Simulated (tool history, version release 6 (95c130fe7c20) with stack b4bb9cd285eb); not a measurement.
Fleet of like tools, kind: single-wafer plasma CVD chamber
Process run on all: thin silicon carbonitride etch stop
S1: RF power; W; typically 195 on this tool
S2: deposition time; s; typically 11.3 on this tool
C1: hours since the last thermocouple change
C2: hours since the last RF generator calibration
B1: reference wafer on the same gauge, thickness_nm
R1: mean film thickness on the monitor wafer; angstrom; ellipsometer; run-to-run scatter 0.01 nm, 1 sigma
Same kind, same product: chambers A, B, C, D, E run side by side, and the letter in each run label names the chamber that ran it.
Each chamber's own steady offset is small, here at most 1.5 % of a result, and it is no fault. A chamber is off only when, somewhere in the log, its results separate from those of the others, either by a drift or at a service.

{"run": "1C", "hour": 6.2, "S1": 195, "S2": 11.3, "C1": 467.0, "C2": 1323.6, "B1": 5.529, "R1": 64.21}
{"run": "2D", "hour": 11.9, "S1": 195, "S2": 11.3, "C1": 814.6, "C2": 2075.2, "B1": 5.5298, "R1": 63.885}
{"run": "3A", "hour": 18.8, "S1": 195, "S2": 11.3, "C1": 1463.8, "C2": 757.3, "B1": 5.5275, "R1": 63.838}
{"hour": 20.0, "done": "chamber E: thermocouple changed; heater temperature recalibrated"}
{"hour": 23.4, "done": "chamber B: thermocouple changed; heater temperature recalibrated"}
{"hour": 23.7, "done": "chamber D: RF generator calibrated"}
{"run": "4B", "hour": 27.5, "S1": 195, "S2": 11.3, "C1": 4.1, "C2": 1231.1, "B1": 5.5272, "R1": 64.139}
{"run": "5E", "hour": 34.0, "S1": 195, "S2": 11.3, "C1": 14.0, "C2": 1071.5, "B1": 5.527, "R1": 62.941}
{"run": "6D", "hour": 41.2, "S1": 195, "S2": 11.3, "C1": 843.9, "C2": 17.6, "B1": 5.524, "R1": 63.741}
{"run": "7E", "hour": 48.1, "S1": 195, "S2": 12.8, "C1": 28.1, "C2": 1085.6, "B1": 5.522, "R1": 71.161}
{"run": "8C", "hour": 57.1, "S1": 195, "S2": 12.8, "C1": 517.9, "C2": 1374.5, "B1": 5.5243, "R1": 72.646}
{"run": "9B", "hour": 63.3, "S1": 195, "S2": 12.8, "C1": 39.9, "C2": 1266.9, "B1": 5.523, "R1": 72.501}
{"run": "10A", "hour": 72.5, "S1": 195, "S2": 12.8, "C1": 1517.5, "C2": 811.0, "B1": 5.5225, "R1": 72.148}
{"run": "11C", "hour": 81.4, "S1": 195, "S2": 12.8, "C1": 542.2, "C2": 1398.8, "B1": 5.5229, "R1": 72.802}
{"run": "12B", "hour": 89.8, "S1": 195, "S2": 11.3, "C1": 66.4, "C2": 1293.4, "B1": 5.5216, "R1": 63.961}
{"run": "13E", "hour": 96.6, "S1": 195, "S2": 11.3, "C1": 76.6, "C2": 1134.1, "B1": 5.5205, "R1": 62.888}
{"run": "14A", "hour": 106.2, "S1": 195, "S2": 11.3, "C1": 1551.2, "C2": 844.7, "B1": 5.5187, "R1": 63.851}
{"run": "15D", "hour": 114.3, "S1": 195, "S2": 11.3, "C1": 917.0, "C2": 90.7, "B1": 5.5173, "R1": 63.79}
{"run": "16C", "hour": 120.9, "S1": 195, "S2": 11.3, "C1": 581.7, "C2": 1438.3, "B1": 5.5146, "R1": 63.937}
{"run": "17D", "hour": 129.0, "S1": 195, "S2": 11.3, "C1": 931.7, "C2": 105.4, "B1": 5.5152, "R1": 63.791}
{"run": "18A", "hour": 135.8, "S1": 195, "S2": 11.3, "C1": 1580.8, "C2": 874.3, "B1": 5.5155, "R1": 63.717}
{"run": "19E", "hour": 144.7, "S1": 195, "S2": 11.3, "C1": 124.7, "C2": 1182.2, "B1": 5.512, "R1": 62.838}
{"run": "20B", "hour": 152.6, "S1": 195, "S2": 11.3, "C1": 129.2, "C2": 1356.2, "B1": 5.5122, "R1": 63.96}
{"run": "21E", "hour": 158.1, "S1": 195, "S2": 11.3, "C1": 138.1, "C2": 1195.6, "B1": 5.512, "R1": 62.719}
{"run": "22A", "hour": 162.4, "S1": 195, "S2": 11.3, "C1": 1607.4, "C2": 900.9, "B1": 5.5123, "R1": 63.553}
{"run": "23B", "hour": 170.1, "S1": 225, "S2": 10.4, "C1": 146.7, "C2": 1373.7, "B1": 5.5137, "R1": 61.241}
{"run": "24D", "hour": 180.0, "S1": 225, "S2": 10.4, "C1": 982.7, "C2": 156.4, "B1": 5.5108, "R1": 61.192}
{"run": "25C", "hour": 188.0, "S1": 225, "S2": 10.4, "C1": 648.8, "C2": 1505.4, "B1": 5.51, "R1": 61.408}
{"run": "26D", "hour": 195.1, "S1": 225, "S2": 10.4, "C1": 997.8, "C2": 171.5, "B1": 5.5096, "R1": 61.184}
{"run": "27B", "hour": 202.4, "S1": 225, "S2": 10.4, "C1": 179.0, "C2": 1406.0, "B1": 5.5057, "R1": 61.139}
{"run": "28A", "hour": 210.6, "S1": 195, "S2": 13.3, "C1": 1655.6, "C2": 949.1, "B1": 5.5091, "R1": 74.772}
{"run": "29E", "hour": 216.3, "S1": 195, "S2": 13.3, "C1": 196.3, "C2": 1253.8, "B1": 5.5092, "R1": 73.657}
{"run": "30C", "hour": 226.3, "S1": 195, "S2": 13.3, "C1": 687.1, "C2": 1543.7, "B1": 5.5051, "R1": 75.193}
{"run": "31D", "hour": 232.3, "S1": 195, "S2": 13.3, "C1": 1035.0, "C2": 208.7, "B1": 5.5043, "R1": 74.871}
{"run": "32E", "hour": 240.5, "S1": 195, "S2": 13.3, "C1": 220.5, "C2": 1278.0, "B1": 5.505, "R1": 73.636}
{"run": "33B", "hour": 247.4, "S1": 195, "S2": 11.3, "C1": 224.0, "C2": 1451.0, "B1": 5.5012, "R1": 63.739}
{"run": "34C", "hour": 251.9, "S1": 195, "S2": 11.3, "C1": 712.7, "C2": 1569.3, "B1": 5.503, "R1": 63.889}
{"run": "35A", "hour": 259.9, "S1": 195, "S2": 11.3, "C1": 1704.9, "C2": 998.4, "B1": 5.5008, "R1": 63.677}
{"run": "36B", "hour": 268.6, "S1": 195, "S2": 11.3, "C1": 245.2, "C2": 1472.2, "B1": 5.5, "R1": 63.667}
{"run": "37D", "hour": 274.1, "S1": 195, "S2": 11.3, "C1": 1076.8, "C2": 250.5, "B1": 5.5002, "R1": 63.773}
{"run": "38A", "hour": 282.2, "S1": 230, "S2": 9.5, "C1": 1727.2, "C2": 1020.7, "B1": 5.4993, "R1": 56.217}
{"run": "39C", "hour": 291.8, "S1": 230, "S2": 9.5, "C1": 752.6, "C2": 1609.2, "B1": 5.4973, "R1": 56.534}
{"run": "40E", "hour": 297.6, "S1": 230, "S2": 9.5, "C1": 277.6, "C2": 1335.1, "B1": 5.4977, "R1": 55.48}
{"run": "41D", "hour": 304.6, "S1": 230, "S2": 9.5, "C1": 1107.3, "C2": 281.0, "B1": 5.4976, "R1": 55.912}
{"run": "42A", "hour": 313.2, "S1": 230, "S2": 9.5, "C1": 1758.2, "C2": 1051.7, "B1": 5.4937, "R1": 56.174}

Which is it: a chamber that has drifted or been left off by a service, a gauge drift common to all chambers, or only each chamber's usual small offset? If a chamber is off, name it and its likeliest cause.

None of the chambers is off. What moves is the gauge, dragging all their readings along together.
Likeliest cause: gauge reads low (%) = 0.641.
